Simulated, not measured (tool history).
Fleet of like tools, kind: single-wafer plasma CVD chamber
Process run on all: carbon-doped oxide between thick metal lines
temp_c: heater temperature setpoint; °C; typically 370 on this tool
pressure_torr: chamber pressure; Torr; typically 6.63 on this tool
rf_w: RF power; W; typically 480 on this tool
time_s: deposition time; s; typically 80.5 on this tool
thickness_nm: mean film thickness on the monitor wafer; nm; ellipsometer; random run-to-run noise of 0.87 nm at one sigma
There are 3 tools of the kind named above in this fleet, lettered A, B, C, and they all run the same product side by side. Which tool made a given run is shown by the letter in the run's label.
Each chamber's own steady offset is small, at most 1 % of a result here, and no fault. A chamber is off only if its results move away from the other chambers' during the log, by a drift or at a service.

run   hour  temp_c  pressure_torr  rf_w  time_s  hours since the last thermocouple change  hours since the last RF generator calibration  hours since the last manometer calibration  read-back reference wafer on the same gauge, thickness_nm  thickness_nm
 1C    3.5     370           6.63   480    80.5                                    2420.8                                          167.7                                       311.7                                                     426.86        391.88
 2A    8.7     370           6.63   480    80.5                                     114.4                                         1098.5                                      1484.7                                                     426.94        393.73
 3B   16.3     370           6.63   480    80.5                                    1478.1                                          544.9                                      1158.6                                                     427.25        395.21
 4B   23.6     370           6.63   480    80.5                                    1485.4                                          552.2                                      1165.9                                                     427.08        394.72
 5A   30.2     370           6.63   480    80.5                                     135.9                                         1120.0                                      1506.2                                                     427.11        394.11
 6C   35.0     370           6.63   480    80.5                                    2452.3                                          199.2                                       343.2                                                     427.04        393.85
 7B   38.5     370           6.63   445    87.1                                    1500.3                                          567.1                                      1180.8                                                     427.14        406.37
 8C   43.8     370           6.63   445    87.1                                    2461.1                                          208.0                                       352.0                                                     426.73        404.18
 9A   49.8     370           6.63   445    87.1                                     155.5                                         1139.6                                      1525.8                                                     427.14        406.73
10B   56.5     370           6.63   480    80.5                                    1518.3                                          585.1                                      1198.8                                                     427.07        395.22
11C   61.1     370           6.63   480    80.5                                    2478.4                                          225.3                                       369.3                                                     426.92        393.99
12A   66.2     370           6.63   480    80.5                                     171.9                                         1156.0                                      1542.2                                                     427.14        393.08
13A   73.8     385           6.63   525    80.5                                     179.5                                         1163.6                                      1549.8                                                     427.19        404.64
14C   77.4     385           6.63   525    80.5                                    2494.7                                          241.6                                       385.6                                                     426.75        403.77
15B   81.4     385           6.63   525    80.5                                    1543.2                                          610.0                                      1223.7                                                     427.12        406.32
16B   87.6     370           6.63   480    80.5                                    1549.4                                          616.2                                      1229.9                                                     426.97        395.51
17C   94.8     370           6.63   480    80.5                                    2512.1                                          259.0                                       403.0                                                     427.10        392.21
      95.0  -- chamber B: thermocouple changed; heater temperature recalibrated
18A  101.6     370           6.63   480    80.5                                     207.3                                         1191.4                                      1577.6                                                     426.70        392.08
19C  107.0     370           5.35   515    80.5                                    2524.3                                          271.2                                       415.2                                                     427.03        401.11
20B  113.9     370           5.35   515    80.5                                      18.9                                          642.5                                      1256.2                                                     427.20        407.38
21A  120.0     370           5.35   515    80.5                                     225.7                                         1209.8                                      1596.0                                                     427.11        398.36
22B  127.4     370           6.63   480    80.5                                      32.4                                          656.0                                      1269.7                                                     426.82        400.87
23C  132.4     370           6.63   480    80.5                                    2549.7                                          296.6                                       440.6                                                     426.98        392.88
24A  137.0     370           6.63   480    80.5                                     242.7                                         1226.8                                      1613.0                                                     426.84        394.97
25B  143.6     370           6.63   480    80.5                                      48.6                                          672.2                                      1285.9                                                     426.97        400.79
26C  149.8     370           6.63   480    80.5                                    2567.1                                          314.0                                       458.0                                                     427.12        394.62
27A  156.9     370           6.63   480    80.5                                     262.6                                         1246.7                                      1632.9                                                     426.88        392.84
28A  164.6     370           6.63   480    80.5                                     270.3                                         1254.4                                      1640.6                                                     427.03        392.20
29B  169.6     370           6.63   480    80.5                                      74.6                                          698.2                                      1311.9                                                     427.05        400.93
30C  173.8     370           6.63   480    80.5                                    2591.1                                          338.0                                       482.0                                                     426.88        393.35
31C  179.8     370           6.63   480    80.5                                    2597.1                                          344.0                                       488.0                                                     427.06        394.06
32B  184.6     370           6.63   480    80.5                                      89.6                                          713.2                                      1326.9                                                     427.05        399.87
33A  189.3     370           6.63   480    80.5                                     295.0                                         1279.1                                      1665.3                                                     427.03        395.17
     193.5  -- chamber C: thermocouple changed; heater temperature recalibrated
34B  194.6     370           6.63   480    80.5                                      99.6                                          723.2                                      1336.9                                                     427.10        399.00
35C  202.3     370           6.63   480    80.5                                       8.9                                          366.5                                       510.5                                                     427.03        395.55
36A  209.4     370           6.63   480    80.5                                     315.1                                         1299.2                                      1685.4                                                     427.31        394.00
37B  217.0     370           6.63   480    80.5                                     122.0                                          745.6                                      1359.3                                                     427.06        399.79

Which is it: a chamber that has drifted or been left off by a service, a gauge drift common to all chambers, or only each chamber's usual small offset? If a chamber is off, name it and its likeliest cause.

Chamber B has stood off from the others ever since a service on it.
Cause: wafer temperature below the value expected at the setpoint (K) = 5.95.

Below are 4 candidate recipes for chamber B's next run, each the usual settings with a change, their results shown as question marks. Which of them brings B's results back in line with what the other chambers give on the usual settings?
Allowed miss from the other chambers' usual-settings mean, per result, to count as in line: thickness_nm 3.10 nm
38B-1  222.5     370           6.63   475    80.5                                                                                                                                                                                                             ?
38B-2  222.5     370           6.64   485    81.5                                                                                                                                                                                                             ?
38B-3  222.5     370           6.63   480    79.1                                                                                                                                                                                                             ?
38B-4  222.5     370           6.64   485    80.5                                                                                                                                                                                                             ?

Usual-settings mean across the other chambers: thickness_nm 393.24 nm
  run  thickness_nm
38B-1        396.84
38B-2        407.07
38B-3        392.56
38B-4        402.11
38B-3 is the one that brings the chamber's results back in line with the other chambers.
